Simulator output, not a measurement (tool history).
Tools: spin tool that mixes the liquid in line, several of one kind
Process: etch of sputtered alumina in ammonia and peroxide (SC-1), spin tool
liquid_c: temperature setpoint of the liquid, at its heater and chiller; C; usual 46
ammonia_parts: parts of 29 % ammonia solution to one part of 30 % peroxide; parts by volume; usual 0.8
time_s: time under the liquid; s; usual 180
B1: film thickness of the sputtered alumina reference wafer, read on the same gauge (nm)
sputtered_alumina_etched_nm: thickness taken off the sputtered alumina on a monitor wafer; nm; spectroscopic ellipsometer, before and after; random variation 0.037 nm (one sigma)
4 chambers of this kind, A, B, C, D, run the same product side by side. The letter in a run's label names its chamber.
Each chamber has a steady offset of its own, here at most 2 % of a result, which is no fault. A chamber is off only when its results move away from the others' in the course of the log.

run 1B hour=3.5 | liquid_c=46 ammonia_parts=0.8 time_s=180 | B1=69.968 | sputtered_alumina_etched_nm=6.0674
run 2C hour=7.2 | liquid_c=46 ammonia_parts=0.8 time_s=180 | B1=70.012 | sputtered_alumina_etched_nm=6.1048
run 3D hour=12.6 | liquid_c=46 ammonia_parts=0.8 time_s=180 | B1=69.997 | sputtered_alumina_etched_nm=6.269
run 4A hour=17.5 | liquid_c=46 ammonia_parts=0.8 time_s=180 | B1=69.975 | sputtered_alumina_etched_nm=6.1657
-- hour=18.7 chamber D: ammonia flow meter replaced
run 5B hour=24.1 | liquid_c=46 ammonia_parts=0.55 time_s=180 | B1=70.018 | sputtered_alumina_etched_nm=5.8637
run 6D hour=28 | liquid_c=46 ammonia_parts=0.55 time_s=180 | B1=69.978 | sputtered_alumina_etched_nm=6.0965
run 7A hour=33.3 | liquid_c=46 ammonia_parts=0.55 time_s=180 | B1=69.952 | sputtered_alumina_etched_nm=5.9696
run 8C hour=39.8 | liquid_c=46 ammonia_parts=0.55 time_s=180 | B1=70.036 | sputtered_alumina_etched_nm=5.8706
run 9B hour=43.8 | liquid_c=46 ammonia_parts=0.8 time_s=180 | B1=70.033 | sputtered_alumina_etched_nm=6.0276
run 10C hour=48.3 | liquid_c=46 ammonia_parts=0.8 time_s=180 | B1=69.971 | sputtered_alumina_etched_nm=6.1191
run 11A hour=55.4 | liquid_c=46 ammonia_parts=0.8 time_s=180 | B1=70.01 | sputtered_alumina_etched_nm=6.1451
run 12D hour=59.2 | liquid_c=46 ammonia_parts=0.8 time_s=90 | B1=70.011 | sputtered_alumina_etched_nm=3.1261
run 13C hour=62.7 | liquid_c=46 ammonia_parts=0.8 time_s=90 | B1=69.974 | sputtered_alumina_etched_nm=3.036
run 14D hour=66.7 | liquid_c=46 ammonia_parts=0.8 time_s=90 | B1=69.988 | sputtered_alumina_etched_nm=3.113
-- hour=67.7 chamber B: ammonia flow meter replaced
run 15A hour=73.4 | liquid_c=46 ammonia_parts=0.8 time_s=90 | B1=69.991 | sputtered_alumina_etched_nm=3.0647
run 16B hour=79.2 | liquid_c=46 ammonia_parts=0.8 time_s=180 | B1=70.019 | sputtered_alumina_etched_nm=6.0586
run 17A hour=84.2 | liquid_c=46 ammonia_parts=0.8 time_s=245 | B1=69.974 | sputtered_alumina_etched_nm=8.3209
run 18C hour=90.4 | liquid_c=46 ammonia_parts=0.8 time_s=245 | B1=70.04 | sputtered_alumina_etched_nm=8.0665
run 19B hour=93.6 | liquid_c=46 ammonia_parts=0.8 time_s=245 | B1=69.997 | sputtered_alumina_etched_nm=8.2447
run 20D hour=96.8 | liquid_c=46 ammonia_parts=0.8 time_s=245 | B1=70.016 | sputtered_alumina_etched_nm=8.4301
run 21C hour=99.8 | liquid_c=52 ammonia_parts=0.8 time_s=180 | B1=70.001 | sputtered_alumina_etched_nm=8.212
run 22A hour=105.7 | liquid_c=52 ammonia_parts=0.8 time_s=180 | B1=70.033 | sputtered_alumina_etched_nm=8.5808
run 23B hour=110.7 | liquid_c=52 ammonia_parts=0.8 time_s=180 | B1=70.005 | sputtered_alumina_etched_nm=8.4087
run 24D hour=114.8 | liquid_c=52 ammonia_parts=0.8 time_s=180 | B1=70.003 | sputtered_alumina_etched_nm=8.7685
run 25A hour=119.9 | liquid_c=46 ammonia_parts=0.8 time_s=180 | B1=69.984 | sputtered_alumina_etched_nm=6.0819
run 26D hour=123.3 | liquid_c=46 ammonia_parts=0.8 time_s=180 | B1=69.982 | sputtered_alumina_etched_nm=6.2098
run 27C hour=129.5 | liquid_c=46 ammonia_parts=0.55 time_s=180 | B1=69.991 | sputtered_alumina_etched_nm=5.5553
run 28B hour=132.7 | liquid_c=46 ammonia_parts=0.55 time_s=180 | B1=69.945 | sputtered_alumina_etched_nm=5.9399
run 29D hour=137.4 | liquid_c=46 ammonia_parts=0.55 time_s=180 | B1=70.007 | sputtered_alumina_etched_nm=6.0218
run 30A hour=141.3 | liquid_c=46 ammonia_parts=0.55 time_s=180 | B1=69.954 | sputtered_alumina_etched_nm=5.9308

What goes on in this fleet: one chamber off, a drifting gauge, or nothing beyond the chambers' own small offsets? Name the chamber and the cause, if any.

Chamber C drifts away from the others.
Cause: temperature lost on the way to the wafer (K) = 1.32.
The log may not tell that from: liquid colder than its thermometer reads (K).

Here are 4 candidates for chamber C's next run, each the usual settings with a change, their results left as question marks. Which one brings its results back in line with what the others give on the usual settings?
In line means no further than this from the other chambers' mean on the usual settings: sputtered_alumina_etched_nm 0.13 nm
run 31C-1 hour=146.4 | liquid_c=44.5 ammonia_parts=0.8 time_s=180 | sputtered_alumina_etched_nm=?
run 31C-2 hour=146.4 | liquid_c=45.5 ammonia_parts=0.8 time_s=180 | sputtered_alumina_etched_nm=?
run 31C-3 hour=146.4 | liquid_c=46.5 ammonia_parts=0.8 time_s=190 | sputtered_alumina_etched_nm=?
run 31C-4 hour=146.4 | liquid_c=46 ammonia_parts=0.8 time_s=185 | sputtered_alumina_etched_nm=?

The other chambers' mean on the usual settings: sputtered_alumina_etched_nm 6.1578 nm
run=31C-1 sputtered_alumina_etched_nm=5.2289
run=31C-2 sputtered_alumina_etched_nm=5.5414
run=31C-3 sputtered_alumina_etched_nm=6.1928
run=31C-4 sputtered_alumina_etched_nm=5.8605
31C-3 brings the chamber back in line.
